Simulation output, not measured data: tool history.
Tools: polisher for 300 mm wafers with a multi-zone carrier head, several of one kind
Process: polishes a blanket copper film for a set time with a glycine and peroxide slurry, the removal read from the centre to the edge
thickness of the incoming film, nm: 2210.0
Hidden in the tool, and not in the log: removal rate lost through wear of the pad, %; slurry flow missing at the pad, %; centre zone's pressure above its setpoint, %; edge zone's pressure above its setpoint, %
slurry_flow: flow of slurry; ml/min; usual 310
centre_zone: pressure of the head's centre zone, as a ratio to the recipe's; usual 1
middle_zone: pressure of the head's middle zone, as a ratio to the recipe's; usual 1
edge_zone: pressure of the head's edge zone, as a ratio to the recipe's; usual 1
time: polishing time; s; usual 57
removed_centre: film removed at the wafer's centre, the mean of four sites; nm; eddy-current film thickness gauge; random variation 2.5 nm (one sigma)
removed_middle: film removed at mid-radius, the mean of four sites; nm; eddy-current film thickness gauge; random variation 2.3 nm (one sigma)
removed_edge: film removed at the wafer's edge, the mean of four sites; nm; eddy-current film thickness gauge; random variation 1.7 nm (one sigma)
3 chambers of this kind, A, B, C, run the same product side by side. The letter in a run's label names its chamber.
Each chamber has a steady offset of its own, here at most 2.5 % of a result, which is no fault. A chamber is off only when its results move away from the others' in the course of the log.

run   hour  slurry_flow  centre_zone  middle_zone  edge_zone  time  wafers polished on this pad  hours since the slurry nozzle was cleaned  hours since the centre zone pressure was calibrated  hours since the edge zone pressure was calibrated  removed_centre  removed_middle  removed_edge
 1C    3.9          310            1            1          1    57                          447                                      242.5                                                 57.5                                              333.9          253.54          256.03        254.01
 2B    8.4          310            1            1          1    57                         1159                                      127.6                                                  262                                              472.1          248.52          256.25         254.7
      10.8  -- chamber A: worn pad replaced by a new one
 3A   14.5          310            1            1          1    57                           59                                      276.9                                                598.9                                              333.5          250.76          252.17        250.96
 4C   19.2          310            1            1          1    57                          690                                      257.8                                                 72.8                                              349.2           250.8          257.89        252.21
 5B   22.3          310            1            1          1    57                         1380                                      141.5                                                275.9                                                486          252.15          252.71         258.5
 6A   27.3          310            1            1          1    57                          262                                      289.7                                                611.7                                              346.3          247.57          255.42        251.78
      29.2  -- chamber B: worn pad replaced by a new one
 7A   30.5          310            1            1          1    57                          313                                      292.9                                                614.9                                              349.5          247.96          252.91        249.93
 8C   35.5          310            1            1          1    57                          950                                      274.1                                                 89.1                                              365.5           254.6          262.48        253.45
      37.8  -- chamber A: edge zone pressure recalibrated
 9B   41.8          310            1            1          1    57                          201                                        161                                                295.4                                              505.5          252.18          250.99        255.22
10C   45.5          310            1            1          1    57                         1109                                      284.1                                                 99.1                                              375.5           251.6          259.38        254.99
11B   50.8          310          0.9            1          1    57                          344                                        170                                                304.4                                              514.5          222.44           253.4        253.91
      55.1  -- chamber C: worn pad replaced by a new one
12A   56.9          310          0.9            1          1    57                          734                                      319.3                                                641.3                                               19.1          230.37          248.72        251.07
      60.6  -- chamber A: worn pad replaced by a new one
13A   62.7          310          0.9            1          1    57                           34                                      325.1                                                647.1                                               24.9          227.48          250.11         250.2
14C   68.1          310            1            1          1    57                          208                                      306.7                                                121.7                                              398.1           253.3          257.61        248.38
15B   73.3          310            1            1          1    57                          702                                      192.5                                                326.9                                                537          248.12          253.14         254.9
16C   78.4          310            1            1          1    57                          372                                        317                                                  132                                              408.4          247.31          257.14        255.24
17A   82.8          310            1            1          1    57                          354                                      345.2                                                667.2                                                 45          260.67          248.11        249.91
        83  -- chamber B: edge zone pressure recalibrated
      87.5  -- chamber C: edge zone pressure recalibrated
18B   88.6          310            1            1          1    57                          946                                      207.8                                                342.2                                                5.7           247.4          254.66        254.71
19B   92.8          310            1            1          1    57                         1013                                        212                                                346.4                                                9.9          252.99          253.62        255.49
20A   98.8          240            1            1          1    57                          609                                      361.2                                                683.2                                                 61          250.76           242.2        244.45
21C  101.6          240            1            1          1    57                          741                                      340.2                                                155.2                                               14.1          242.89          250.53        247.31
     104.2  -- chamber B: worn pad replaced by a new one
22C  106.3          240            1            1          1    57                          816                                      344.9                                                159.9                                               18.8          246.68          247.69        248.03
     107.2  -- chamber B: slurry nozzle cleaned
23B  110.5          310            1          1.1          1    71                          101                                        3.3                                                364.1                                               27.6          309.89          347.64        315.49
     112.4  -- chamber A: worn pad replaced by a new one
24A  115.7          310            1          1.1          1    71                           52                                      378.1                                                700.1                                               77.9          324.77          342.83        309.68
25A  120.4          310            1          1.1          1    71                          127                                      382.8                                                704.8                                               82.6          326.89          343.56         310.5
26C  126.1          310            1            1          1    57                         1131                                      364.7                                                179.7                                               38.6          254.75           255.9         252.8
27B  130.8          310            1            1          1    57                          424                                       23.6                                                384.4                                               47.9          250.71          253.81        252.04

What goes on in this fleet: one chamber off, a drifting gauge, or nothing beyond the chambers' own small offsets? Name the chamber and the cause, if any.

Chamber A drifts away from the others.
Cause: centre zone's pressure above its setpoint, % = 5.49.

Here are 4 candidates for chamber A's next run, each the usual settings with a change, their results left as question marks. Which one brings its results back in line with what the others give on the usual settings?
In line means no further than this from the other chambers' mean on the usual settings: removed_centre 8.6 nm; removed_middle 8.2 nm; removed_edge 5.9 nm
28A-1  135.3          305         0.88         1.05       1.03    58                                                                                                                                                                                               ?               ?             ?
28A-2  135.3          315         1.05         0.98       0.99    57                                                                                                                                                                                               ?               ?             ?
28A-3  135.3          315         1.12         0.95       0.97    56                                                                                                                                                                                               ?               ?             ?
28A-4  135.3          305         0.95         1.02       1.01    57                                                                                                                                                                                               ?               ?             ?

The other chambers' mean on the usual settings: removed_centre 251.83 nm; removed_middle 256.19 nm; removed_edge 253.9 nm
  run  removed_centre  removed_middle  removed_edge
28A-1          233.81           265.1         258.6
28A-2          278.92          245.14        249.87
28A-3          293.53          233.99        243.03
28A-4          249.58          253.58        251.67
28A-4 brings the chamber back in line.
